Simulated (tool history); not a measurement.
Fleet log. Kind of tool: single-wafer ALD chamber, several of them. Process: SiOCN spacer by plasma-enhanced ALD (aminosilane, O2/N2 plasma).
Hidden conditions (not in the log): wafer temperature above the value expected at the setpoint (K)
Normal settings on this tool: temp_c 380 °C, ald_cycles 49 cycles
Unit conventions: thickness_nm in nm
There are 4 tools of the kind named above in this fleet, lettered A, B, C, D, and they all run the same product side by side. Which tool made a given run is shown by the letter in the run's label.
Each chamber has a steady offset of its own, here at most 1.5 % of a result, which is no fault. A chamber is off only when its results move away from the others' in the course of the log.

run   hour  temp_c  ald_cycles  hours since the last thermocouple change  read-back reference wafer on the same gauge, thickness_nm  thickness_nm
 1C   13.1     380          49                                     851.9                                                     2.3894         2.987
 2A   21.5     380          49                                     640.7                                                     2.3885        2.9482
 3D   30.7     380          49                                     536.2                                                     2.3875         2.956
 4B   39.2     380          49                                     699.7                                                     2.3881        2.9524
 5B   46.6     380          49                                     707.1                                                     2.3872        2.9501
 6C   55.5     380          49                                     894.3                                                     2.3865        2.9873
 7A   68.5     380          49                                     687.7                                                      2.387        2.9532
 8D     83     380          49                                     588.5                                                     2.3854        2.9576
 9A   92.3     380          49                                     711.5                                                     2.3836        2.9439
10B   99.1     380          49                                     759.6                                                     2.3834        2.9456
11D    109     370          49                                     614.5                                                     2.3836        2.9462
12C  123.6     370          49                                     962.4                                                      2.383         2.985
13D  133.3     370          49                                     638.8                                                     2.3811        2.9504
14B  145.4     370          49                                     805.9                                                     2.3822        2.9456
15C  159.5     380          49                                     998.3                                                     2.3809        2.9764
16A  173.8     380          49                                       793                                                     2.3798        2.9423
17D  187.3     380          49                                     692.8                                                     2.3788        2.9483
18C  193.6     380          49                                    1032.4                                                     2.3797        2.9741
19A  202.5     380          49                                     821.7                                                     2.3772        2.9393
20B  209.7     380          49                                     870.2                                                     2.3786        2.9438
21A  218.9     380          49                                     838.1                                                     2.3769        2.9361
22C  230.4     380          49                                    1069.2                                                     2.3766        2.9741
23D  237.9     380          49                                     743.4                                                     2.3763         2.949
24B  246.9     380          49                                     907.4                                                     2.3757        2.9329

For the next run the whole fleet of 4 chambers uses the same settings. Give each chamber's results:
25A  257.4     380          49                                                                                                                  ?
25B  257.4     380          49                                                                                                                  ?
25C  257.4     380          49                                                                                                                  ?
25D  257.4     380          49                                                                                                                  ?

run  thickness_nm
25A        2.9299
25B        2.9367
25C        2.9685
25D        2.9437
